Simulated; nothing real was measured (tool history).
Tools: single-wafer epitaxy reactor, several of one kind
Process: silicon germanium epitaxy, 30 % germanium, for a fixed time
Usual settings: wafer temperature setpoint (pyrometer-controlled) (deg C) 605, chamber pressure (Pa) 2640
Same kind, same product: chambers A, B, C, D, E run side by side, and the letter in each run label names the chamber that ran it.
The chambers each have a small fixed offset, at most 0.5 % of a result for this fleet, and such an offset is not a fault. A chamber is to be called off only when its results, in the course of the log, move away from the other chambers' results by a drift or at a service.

run   hour  wafer temperature setpoint (pyrometer-controlled) (deg C)  chamber pressure (Pa)  read-back reference wafer on the same gauge, thickness_nm  mean film thickness on the monitor wafer (nm)
 1E      7                                                        605                   2640                                                     66.009                                         64.083
 2D   12.1                                                        605                   2640                                                     65.936                                         64.287
 3A   15.5                                                        605                   2640                                                      66.01                                         64.422
 4B   19.1                                                        605                   2640                                                     66.128                                         64.512
 5C     25                                                        605                   2640                                                     65.935                                         64.674
 6C   28.9                                                        605                   2640                                                     66.031                                         64.478
 7D     36                                                        605                   2640                                                     66.037                                         64.508
 8E   41.7                                                        605                   2640                                                     66.024                                         63.633
 9B   48.1                                                        605                   2640                                                     65.961                                         64.579
10A   52.3                                                        614                   2053                                                      66.04                                         68.242
11C   59.3                                                        614                   2053                                                      65.92                                          68.04
12E   63.9                                                        614                   2053                                                     66.019                                         67.412
13D   69.7                                                        614                   2053                                                     66.012                                         67.758
14B   75.7                                                        614                   2053                                                     65.964                                         68.478
15A   79.7                                                        605                   2640                                                      66.04                                         64.021
16D   86.5                                                        605                   2640                                                      65.94                                          64.95
17E   91.1                                                        605                   2640                                                     65.978                                         63.948
      94.2  -- chamber E: capacitance manometer re-zeroed and calibrated
18A   95.4                                                        605                   2640                                                     65.963                                         64.374
19C  100.1                                                        605                   2640                                                     65.929                                         63.833
20B    105                                                        605                   2640                                                      65.89                                         64.405
21C    109                                                        605                   2640                                                     66.032                                         63.898
22A  114.2                                                        605                   2640                                                      66.03                                          63.74
23B  120.1                                                        605                   2640                                                     65.973                                         64.099
24E  126.8                                                        605                   2640                                                     66.054                                         64.244
25D  133.4                                                        611                   2640                                                     65.975                                         71.348
26D  138.2                                                        611                   2640                                                     66.024                                         71.685
27A  142.5                                                        611                   2640                                                      66.01                                         71.621
28C  148.1                                                        611                   2640                                                     66.039                                         70.148
29E    153                                                        611                   2640                                                     66.012                                          71.18
30B  159.2                                                        605                   2640                                                     65.937                                         64.113
31C  165.3                                                        605                   2640                                                     65.994                                          62.32
32E    170                                                        599                   2333                                                     66.076                                         54.554
33D  174.8                                                        599                   2333                                                     66.017                                         55.496
34A  178.9                                                        599                   2333                                                     66.119                                         55.244
35B  184.8                                                        599                   2333                                                     65.996                                         54.597
36D  190.6                                                        599                   2333                                                     66.008                                         55.279
37A  197.5                                                        605                   2640                                                      66.02                                         64.839

One chamber off, gauge drift, or nothing amiss beyond the chambers' own small offsets? If it is a chamber, which one, and what is the likeliest cause?

Chamber C drifts away from the others.
Most likely cause: wafer temperature below the value expected at the setpoint (K) = 2.42.

Here are 4 candidates for chamber C's next run, each the usual settings with a change, their results left as question marks. Which one brings its results back in line with what the others give on the usual settings?
Maximum distance from the other chambers' mean on the usual settings for a result to count as in line: mean film thickness on the monitor wafer (nm) 1
38C-1  202.8                                                        606                   2640                                                                                                         ?
38C-2  202.8                                                        605                   2373                                                                                                         ?
38C-3  202.8                                                        607                   2666                                                                                                         ?
38C-4  202.8                                                        604                   2640                                                                                                         ?

Mean of the other chambers on the usual settings: mean film thickness on the monitor wafer (nm) 64.313
  run  mean film thickness on the monitor wafer (nm)
38C-1                                         62.937
38C-2                                         59.233
38C-3                                         64.336
38C-4                                         60.709
38C-3 puts the chamber back in line with the other chambers.
